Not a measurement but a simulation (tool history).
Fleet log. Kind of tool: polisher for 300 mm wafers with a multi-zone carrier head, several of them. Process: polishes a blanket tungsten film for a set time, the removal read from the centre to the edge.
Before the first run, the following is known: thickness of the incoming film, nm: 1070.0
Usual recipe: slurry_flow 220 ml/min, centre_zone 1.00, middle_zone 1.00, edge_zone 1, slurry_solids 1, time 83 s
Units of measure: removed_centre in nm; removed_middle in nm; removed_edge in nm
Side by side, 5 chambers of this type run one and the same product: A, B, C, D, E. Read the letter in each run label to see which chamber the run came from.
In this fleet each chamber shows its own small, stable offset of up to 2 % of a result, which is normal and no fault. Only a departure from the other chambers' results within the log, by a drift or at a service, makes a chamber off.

run    day  slurry_flow  centre_zone  middle_zone  edge_zone  slurry_solids  time  removed_centre  removed_middle  removed_edge
 1D  0.188          220         1.00         1.00          1              1    83          302.10          297.45        302.96
 2E  0.458          220         1.00         1.00          1              1    83          299.37          301.05        298.00
 3B  0.625          220         1.00         1.00          1              1    83          293.12          300.10        301.93
 4A  0.767          220         1.00         1.00          1              1    83          291.33          303.33        295.28
 5C  1.038          220         1.00         1.00          1              1    83          297.63          293.78        301.54
 6E  1.167          220         1.00         1.00          1              1    83          300.99          300.53        298.97
     1.383  -- chamber B: worn pad replaced by a new one
 7D  1.408          220         1.00         1.00          1              1    83          303.23          298.82        294.38
 8B  1.604          220         1.00         1.00          1              1    83          296.67          301.94        304.15
 9A  1.775          220         1.00         1.00          1              1    83          288.96          299.28        298.66
     1.788  -- chamber C: worn pad replaced by a new one
10C  1.979          220         1.00         1.00          1              1    83          295.02          298.17        301.57
11D  2.179          220         1.00         1.00          1              1    83          300.41          297.51        298.64
12C  2.342          220         1.00         1.00          1              1    83          297.26          298.56        300.40
     2.425  -- chamber E: edge zone pressure recalibrated
13E  2.517          220         1.00         1.00          1              1    83          299.56          299.74        299.35
14A  2.754          220         1.00         1.00          1              1    83          289.03          299.96        297.42
     2.888  -- chamber A: worn pad replaced by a new one
15B  2.950          220         1.00         1.00          1              1    83          297.62          304.79        305.78
     3.117  -- chamber D: worn pad replaced by a new one
16A  3.129          220         1.00         1.00          1              1    83          296.81          297.29        299.03
17E  3.296          220         1.00         1.00          1              1    83          299.50          301.40        292.55
18C  3.492          220         1.00         1.00          1              1    83          296.40          297.35        298.57
     3.712  -- chamber E: worn pad replaced by a new one
19D  3.721          220         1.00         1.00          1              1    83          302.78          300.56        297.70
     3.729  -- chamber A: edge zone pressure recalibrated
     3.796  -- chamber B: worn pad replaced by a new one
20B  3.983          220         1.00         1.00          1              1    83          300.54          301.88        301.92
     4.017  -- chamber D: slurry nozzle cleaned
21E  4.175          220         1.00         1.07          1              1   102          366.04          392.15        368.20
22C  4.367          220         1.00         1.07          1              1   102          362.42          394.57        367.34
23D  4.504          220         1.00         1.07          1              1   102          368.58          393.64        364.03
     4.571  -- chamber C: centre zone pressure recalibrated
24A  4.633          220         1.00         1.07          1              1   102          365.38          392.28        365.31
25B  4.871          220         1.00         1.07          1              1   102          363.69          393.46        369.00
26A  5.104          220         1.00         1.00          1              1    83          288.07          302.92        295.19
27B  5.371          220         0.92         1.00          1              1    83          272.69          300.66        297.68
     5.550  -- chamber A: worn pad replaced by a new one
28E  5.596          220         0.92         1.00          1              1    83          270.36          301.49        295.65
     5.717  -- chamber C: slurry nozzle cleaned
29D  5.783          220         0.92         1.00          1              1    83          274.01          299.66        300.01
30C  5.929          220         0.92         1.00          1              1    83          250.87          299.87        300.56
31C  6.158          220         0.92         1.00          1              1    83          251.56          297.44        299.27
32D  6.342          220         1.00         1.00          1              1    83          298.77          297.25        298.99
     6.462  -- chamber B: worn pad replaced by a new one
33A  6.483          220         1.00         1.00          1              1    83          295.93          298.66        293.06
34B  6.712          220         1.00         1.00          1              1    70          252.69          258.36        253.69
     6.867  -- chamber C: worn pad replaced by a new one
35E  6.888          220         1.00         1.00          1              1    70          246.45          255.83        252.03
36B  7.104          220         1.00         1.00          1              1    70          247.31          252.96        256.18
37C  7.346          220         1.00         1.00          1              1    70          233.33          252.46        251.42

Next, all 5 chambers run the settings below, one line each with question marks for the results. What does each chamber give?
38A  7.546          270         1.00         1.00          1              1    83               ?               ?             ?
38B  7.546          270         1.00         1.00          1              1    83               ?               ?             ?
38C  7.546          270         1.00         1.00          1              1    83               ?               ?             ?
38D  7.546          270         1.00         1.00          1              1    83               ?               ?             ?
38E  7.546          270         1.00         1.00          1              1    83               ?               ?             ?

run  removed_centre  removed_middle  removed_edge
38A          298.79          312.46        298.99
38B          302.26          307.60        303.67
38C          279.91          302.89        309.11
38D          310.49          305.18        307.48
38E          301.67          306.38        309.18
